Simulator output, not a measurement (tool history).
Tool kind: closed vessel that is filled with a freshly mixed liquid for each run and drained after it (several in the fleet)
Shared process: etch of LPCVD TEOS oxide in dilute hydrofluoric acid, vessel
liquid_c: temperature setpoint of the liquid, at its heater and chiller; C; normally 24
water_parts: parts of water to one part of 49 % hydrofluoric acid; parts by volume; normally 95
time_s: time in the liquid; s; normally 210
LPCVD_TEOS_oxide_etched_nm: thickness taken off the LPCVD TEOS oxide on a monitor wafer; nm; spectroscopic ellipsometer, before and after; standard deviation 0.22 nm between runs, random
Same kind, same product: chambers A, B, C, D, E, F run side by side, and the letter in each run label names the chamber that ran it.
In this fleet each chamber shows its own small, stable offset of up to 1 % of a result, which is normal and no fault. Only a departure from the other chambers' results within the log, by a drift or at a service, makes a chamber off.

run,hour,liquid_c,water_parts,time_s,"read-back film thickness of the LPCVD TEOS oxide reference wafer, read on the same gauge (nm)",LPCVD_TEOS_oxide_etched_nm
1B,7.1,24,95,210,150,37.159
2D,12.5,24,95,210,150.03,38.161
3A,17.6,24,95,210,150.01,37.169
4E,24.7,24,95,210,150.03,37.752
5C,31.4,24,95,320,150.04,57.329
6F,37.7,24,95,320,149.99,56.115
7E,44,24,95,320,149.99,57.63
8C,53.5,24,95,320,149.98,57.081
9F,60.4,24,95,320,149.98,56.41
10A,71.2,24,95,320,150.02,57.314
11B,82.2,24,95,210,149.99,36.784
# hour 90: chamber E: thermometer replaced
12D,90.8,24,95,210,149.99,37.715
13F,98.4,24,95,210,149.99,37.173
14B,105,24,95,210,150.02,37.565
15C,116.2,24,95,210,149.95,37.522
16D,126.4,24,95,210,149.97,37.839
17E,132.1,24,95,210,149.99,37.292
18A,139.2,22,125,210,150,25.461
# hour 142.2: chamber F: hydrofluoric acid flow meter replaced
19A,146.5,22,125,210,149.98,25.166
20E,151.8,22,125,210,149.98,25.459
21B,156.9,22,125,210,150,25.507
22C,161.9,22,125,210,149.99,25.227
23D,170.8,22,125,210,149.98,25.811
24F,181.6,24,95,210,150.02,37.426
25B,188.1,24,95,210,150.05,38.019
26D,198.4,24,95,210,149.99,37.633
27E,207.2,24,95,210,150.02,37.851
28A,213.4,24,95,210,149.97,37.705
29F,223.1,24,95,210,150.02,37.036
30C,228.3,24,95,210,150.03,37.207
31C,236.5,24,95,210,150.01,37.221
32F,248,24,95,210,150.03,37.248
33E,255.6,24,95,210,150.03,37.269
34B,265,24,95,210,149.98,38.826
35D,275.1,24,95,210,150.02,37.872
36A,285.9,24,130,260,149.99,32.507
37E,292.1,24,130,260,149.97,32.671

Is one chamber off against the others, does the gauge drift, or is nothing wrong? If a chamber is off, say which, and what the likeliest cause is.

One chamber, B, drifts off from the rest bit by bit.
Likeliest cause: liquid hotter than its thermometer reads (K) = 1.55.
Not necessarily distinguishable in this log from: hydrofluoric acid flow above the setpoint (%).

Which of the 4 candidates below, each the usual settings with something changed and its results left as question marks, puts chamber B back in line with what the other chambers give on the usual settings?
In line here means within this much of the mean the other chambers give on the usual settings: LPCVD_TEOS_oxide_etched_nm 0.78 nm
38B-1,300.4,24,100,205,,?
38B-2,300.4,24,95,200,,?
38B-3,300.4,24,90,215,,?
38B-4,300.4,24,95,220,,?

On the usual settings, the other chambers give on average: LPCVD_TEOS_oxide_etched_nm 37.487 nm
run,LPCVD_TEOS_oxide_etched_nm
38B-1,36.475
38B-2,37.666
38B-3,42.981
38B-4,41.432
Change 38B-2 lands the chamber within the allowed miss of the other chambers.

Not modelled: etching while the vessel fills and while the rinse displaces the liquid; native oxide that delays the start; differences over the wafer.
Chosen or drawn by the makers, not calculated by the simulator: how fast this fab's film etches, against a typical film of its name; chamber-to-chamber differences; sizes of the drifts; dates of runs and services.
